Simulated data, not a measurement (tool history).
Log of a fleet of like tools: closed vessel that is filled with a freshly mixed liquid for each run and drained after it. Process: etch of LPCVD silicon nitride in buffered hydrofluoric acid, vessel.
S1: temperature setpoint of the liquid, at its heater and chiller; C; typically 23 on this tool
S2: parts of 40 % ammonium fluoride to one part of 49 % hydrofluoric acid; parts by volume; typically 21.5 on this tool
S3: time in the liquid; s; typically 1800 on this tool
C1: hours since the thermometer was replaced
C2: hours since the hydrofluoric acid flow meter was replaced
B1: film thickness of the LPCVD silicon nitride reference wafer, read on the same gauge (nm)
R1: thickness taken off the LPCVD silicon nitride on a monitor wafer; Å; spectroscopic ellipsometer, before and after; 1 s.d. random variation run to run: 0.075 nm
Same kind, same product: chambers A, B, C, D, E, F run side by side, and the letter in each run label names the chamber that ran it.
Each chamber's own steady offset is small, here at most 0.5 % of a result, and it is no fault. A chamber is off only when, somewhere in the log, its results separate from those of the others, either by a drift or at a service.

run 1C hour=11.2 | S1=23 S2=21.5 S3=1800 | C1=529.6 C2=496.7 | B1=150.03 | R1=127.680
run 2B hour=17.9 | S1=23 S2=21.5 S3=1800 | C1=46.6 C2=650.3 | B1=149.95 | R1=124.770
run 3D hour=23.2 | S1=23 S2=21.5 S3=1800 | C1=2274.1 C2=1215.7 | B1=149.99 | R1=125.020
run 4A hour=33.7 | S1=23 S2=21.5 S3=1800 | C1=164.3 C2=54.4 | B1=149.98 | R1=124.840
run 5E hour=42.0 | S1=23 S2=21.5 S3=1800 | C1=311.2 C2=2480.3 | B1=150.00 | R1=127.350
run 6F hour=50.8 | S1=23 S2=21.5 S3=1800 | C1=798.1 C2=1533.5 | B1=149.97 | R1=127.500
run 7F hour=61.9 | S1=23 S2=21.5 S3=1800 | C1=809.2 C2=1544.6 | B1=150.04 | R1=125.790
run 8D hour=70.4 | S1=23 S2=21.5 S3=1800 | C1=2321.3 C2=1262.9 | B1=149.97 | R1=125.730
run 9E hour=81.3 | S1=23 S2=21.5 S3=1800 | C1=350.5 C2=2519.6 | B1=150.00 | R1=127.990
run 10C hour=87.4 | S1=23 S2=28.0 S3=1800 | C1=605.8 C2=572.9 | B1=150.01 | R1=106.370
run 11B hour=96.6 | S1=23 S2=28.0 S3=1800 | C1=125.3 C2=729.0 | B1=150.03 | R1=104.740
run 12A hour=106.3 | S1=23 S2=28.0 S3=1800 | C1=236.9 C2=127.0 | B1=150.04 | R1=104.620
run 13A hour=117.3 | S1=23 S2=28.0 S3=1800 | C1=247.9 C2=138.0 | B1=150.04 | R1=105.790
-- hour=120.9 chamber B: hydrofluoric acid flow meter replaced
run 14C hour=128.4 | S1=23 S2=28.0 S3=1800 | C1=646.8 C2=613.9 | B1=149.96 | R1=106.710
run 15B hour=135.2 | S1=23 S2=28.0 S3=1800 | C1=163.9 C2=14.3 | B1=150.02 | R1=104.100
run 16F hour=145.9 | S1=23 S2=21.5 S3=1800 | C1=893.2 C2=1628.6 | B1=150.04 | R1=124.750
run 17E hour=156.3 | S1=23 S2=21.5 S3=1800 | C1=425.5 C2=2594.6 | B1=149.97 | R1=129.010
run 18D hour=167.5 | S1=23 S2=21.5 S3=1800 | C1=2418.4 C2=1360.0 | B1=149.97 | R1=127.740
run 19C hour=173.2 | S1=23 S2=21.5 S3=1800 | C1=691.6 C2=658.7 | B1=150.03 | R1=127.670
run 20F hour=183.8 | S1=23 S2=21.5 S3=1800 | C1=931.1 C2=1666.5 | B1=150.03 | R1=127.520
run 21A hour=192.5 | S1=28 S2=21.5 S3=1020 | C1=323.1 C2=213.2 | B1=150.03 | R1=93.813
run 22D hour=203.5 | S1=28 S2=21.5 S3=1020 | C1=2454.4 C2=1396.0 | B1=150.01 | R1=95.831
-- hour=203.7 chamber E: hydrofluoric acid flow meter replaced
-- hour=208.1 chamber D: thermometer replaced
run 23E hour=209.2 | S1=28 S2=21.5 S3=1020 | C1=478.4 C2=5.5 | B1=150.00 | R1=94.572
run 24B hour=217.9 | S1=28 S2=21.5 S3=1020 | C1=246.6 C2=97.0 | B1=149.98 | R1=93.530
run 25C hour=228.1 | S1=28 S2=21.5 S3=1020 | C1=746.5 C2=713.6 | B1=149.99 | R1=95.822
run 26A hour=239.6 | S1=28 S2=21.5 S3=1020 | C1=370.2 C2=260.3 | B1=149.95 | R1=93.596
run 27F hour=246.0 | S1=23 S2=21.5 S3=1800 | C1=993.3 C2=1728.7 | B1=149.97 | R1=125.630
-- hour=255.2 chamber C: hydrofluoric acid flow meter replaced
run 28D hour=256.6 | S1=23 S2=21.5 S3=1800 | C1=48.6 C2=1449.1 | B1=150.00 | R1=129.970
run 29B hour=263.5 | S1=23 S2=21.5 S3=1800 | C1=292.2 C2=142.6 | B1=149.98 | R1=125.510
run 30E hour=269.2 | S1=23 S2=21.5 S3=1800 | C1=538.4 C2=65.5 | B1=150.01 | R1=126.900
run 31D hour=276.2 | S1=23 S2=21.5 S3=1800 | C1=68.2 C2=1468.7 | B1=149.99 | R1=130.810
run 32B hour=285.8 | S1=23 S2=21.5 S3=1800 | C1=314.5 C2=164.9 | B1=150.04 | R1=126.000
run 33C hour=296.5 | S1=23 S2=21.5 S3=1800 | C1=814.9 C2=41.4 | B1=150.00 | R1=126.300
run 34F hour=303.0 | S1=23 S2=21.5 S3=1800 | C1=1050.3 C2=1785.7 | B1=149.99 | R1=127.690
run 35E hour=310.5 | S1=23 S2=21.5 S3=1800 | C1=579.7 C2=106.8 | B1=149.98 | R1=126.980
run 36A hour=315.5 | S1=23 S2=21.5 S3=1800 | C1=446.1 C2=336.2 | B1=150.02 | R1=126.800
run 37A hour=321.2 | S1=23 S2=21.5 S3=1800 | C1=451.8 C2=341.9 | B1=149.98 | R1=126.430
run 38F hour=328.0 | S1=23 S2=21.5 S3=1800 | C1=1075.3 C2=1810.7 | B1=149.99 | R1=126.320
run 39C hour=335.4 | S1=23 S2=21.5 S3=1800 | C1=853.8 C2=80.3 | B1=150.03 | R1=126.300
run 40D hour=340.6 | S1=23 S2=21.5 S3=1800 | C1=132.6 C2=1533.1 | B1=150.02 | R1=132.150
run 41E hour=350.8 | S1=23 S2=21.5 S3=1800 | C1=620.0 C2=147.1 | B1=149.98 | R1=126.790
run 42B hour=362.0 | S1=23 S2=21.5 S3=1800 | C1=390.7 C2=241.1 | B1=149.99 | R1=126.610
run 43B hour=368.0 | S1=23 S2=21.5 S3=1800 | C1=396.7 C2=247.1 | B1=149.99 | R1=126.600

All chambers now run identical settings, listed one chamber a line with results as question marks. What results will each chamber show?
run 44A hour=376.2 | S1=23 S2=21.5 S3=1155 | R1=?
run 44B hour=376.2 | S1=23 S2=21.5 S3=1155 | R1=?
run 44C hour=376.2 | S1=23 S2=21.5 S3=1155 | R1=?
run 44D hour=376.2 | S1=23 S2=21.5 S3=1155 | R1=?
run 44E hour=376.2 | S1=23 S2=21.5 S3=1155 | R1=?
run 44F hour=376.2 | S1=23 S2=21.5 S3=1155 | R1=?

run=44A R1=80.342
run=44B R1=79.775
run=44C R1=80.952
run=44D R1=85.727
run=44E R1=81.137
run=44F R1=81.204

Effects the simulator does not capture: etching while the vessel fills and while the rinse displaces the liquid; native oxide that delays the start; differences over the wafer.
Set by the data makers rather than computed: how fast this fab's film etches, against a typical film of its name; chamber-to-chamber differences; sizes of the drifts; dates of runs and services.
